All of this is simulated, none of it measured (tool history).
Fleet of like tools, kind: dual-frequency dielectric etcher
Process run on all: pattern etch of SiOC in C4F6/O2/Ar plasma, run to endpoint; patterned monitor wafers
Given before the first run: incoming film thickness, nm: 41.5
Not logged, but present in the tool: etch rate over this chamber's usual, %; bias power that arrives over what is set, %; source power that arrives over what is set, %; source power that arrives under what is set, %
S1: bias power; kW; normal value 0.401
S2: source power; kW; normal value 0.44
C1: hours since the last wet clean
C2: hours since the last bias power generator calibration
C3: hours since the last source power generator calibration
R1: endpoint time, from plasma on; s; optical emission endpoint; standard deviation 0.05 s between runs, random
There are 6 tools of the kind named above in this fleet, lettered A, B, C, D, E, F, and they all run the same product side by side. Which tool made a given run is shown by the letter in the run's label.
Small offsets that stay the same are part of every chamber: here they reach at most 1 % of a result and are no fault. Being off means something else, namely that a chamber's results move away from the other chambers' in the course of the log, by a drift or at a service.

run   hour     S1    S2     C1      C2      C3      R1
 1E    5.1  0.401  0.44    285  1396.8     823  14.713
 2B   12.3  0.401  0.44   86.1  2314.9  4269.7  14.733
 3D   17.5  0.401  0.44  387.6   483.9    40.5  14.667
 4F     25  0.401  0.44   46.9  1237.2  2043.3  14.559
 5C   29.9  0.401  0.44  174.6  4013.7  2697.1  14.596
 6A   38.5  0.401  0.44   67.2  1355.8  3309.3  14.636
 7D   44.4  0.401  0.44  414.5   510.8    67.4  14.662
 8A   51.4  0.401  0.44   80.1  1368.7  3322.2  14.491
 9F   55.5  0.401  0.44   77.4  1267.7  2073.8  14.683
10B   63.3  0.401  0.44  137.1  2365.9  4320.7  14.574
11E   71.9  0.401  0.52  351.8  1463.6   889.8    13.8
12C   79.6  0.401  0.52  224.3  4063.4  2746.8  13.679
13F   87.1  0.401  0.52    109  1299.3  2105.4  13.741
14D   94.5  0.401  0.52  464.6   560.9   117.5  13.752
        97  -- chamber E: wet clean of the chamber
15C  100.4  0.401  0.52  245.1  4084.2  2767.6  13.604
     104.1  -- chamber A: source power generator calibrated
16A  107.5  0.401  0.52  136.2  1424.8     3.4  13.647
17E  115.6  0.401  0.44   18.6  1507.3   933.5  14.695
18B  124.7  0.457  0.53  198.5  2427.3  4382.1  13.084
19A  132.8  0.457  0.53  161.5  1450.1    28.7  13.031
20D  140.4  0.457  0.53  510.5   606.8   163.4  13.064
21E  148.8  0.457  0.53   51.8  1540.5   966.7  13.136
22B    154  0.457  0.53  227.8  2456.6  4411.4  13.032
23C  160.1  0.457  0.53  304.8  4143.9  2827.3  12.833
24F  165.7  0.401  0.44  187.6  1377.9    2184  14.574
     168.2  -- chamber D: wet clean of the chamber
25A  171.3  0.401  0.44    200  1488.6    67.2  14.594
     174.7  -- chamber B: source power generator calibrated
26F  176.9  0.401  0.44  198.8  1389.1  2195.2  14.587
27D  185.7  0.401  0.44   17.5   652.1   208.7  14.669
28E  191.6  0.401  0.44   94.6  1583.3  1009.5  14.646
29C  195.7  0.401  0.44  340.4  4179.5  2862.9  14.306
30B  201.5  0.401  0.44  275.3  2504.1    26.8  14.585
31D  209.9  0.401  0.44   41.7   676.3   232.9  14.764
32C  214.9  0.401  0.44  359.6  4198.7  2882.1  14.296
33B  219.2   0.47  0.44    293  2521.8    44.5  13.815
34E  225.3   0.47  0.44  128.3    1617  1043.2   13.84
35A  232.9   0.47  0.44  261.6  1550.2   128.8  13.687
36F  237.6   0.47  0.44  259.5  1449.8  2255.9  13.816
37A  244.8   0.47  0.44  273.5  1562.1   140.7  13.879
38F  250.9   0.47  0.44  272.8  1463.1  2269.2  13.698
39E  259.6  0.401  0.44  162.6  1651.3  1077.5  14.699

Each of the 6 chambers runs these same settings next. Fill in every chamber's results:
40A  266.2  0.401  0.5               ?
40B  266.2  0.401  0.5               ?
40C  266.2  0.401  0.5               ?
40D  266.2  0.401  0.5               ?
40E  266.2  0.401  0.5               ?
40F  266.2  0.401  0.5               ?

run      R1
40A  13.975
40B  13.891
40C  13.557
40D  13.978
40E  14.045
40F  13.897

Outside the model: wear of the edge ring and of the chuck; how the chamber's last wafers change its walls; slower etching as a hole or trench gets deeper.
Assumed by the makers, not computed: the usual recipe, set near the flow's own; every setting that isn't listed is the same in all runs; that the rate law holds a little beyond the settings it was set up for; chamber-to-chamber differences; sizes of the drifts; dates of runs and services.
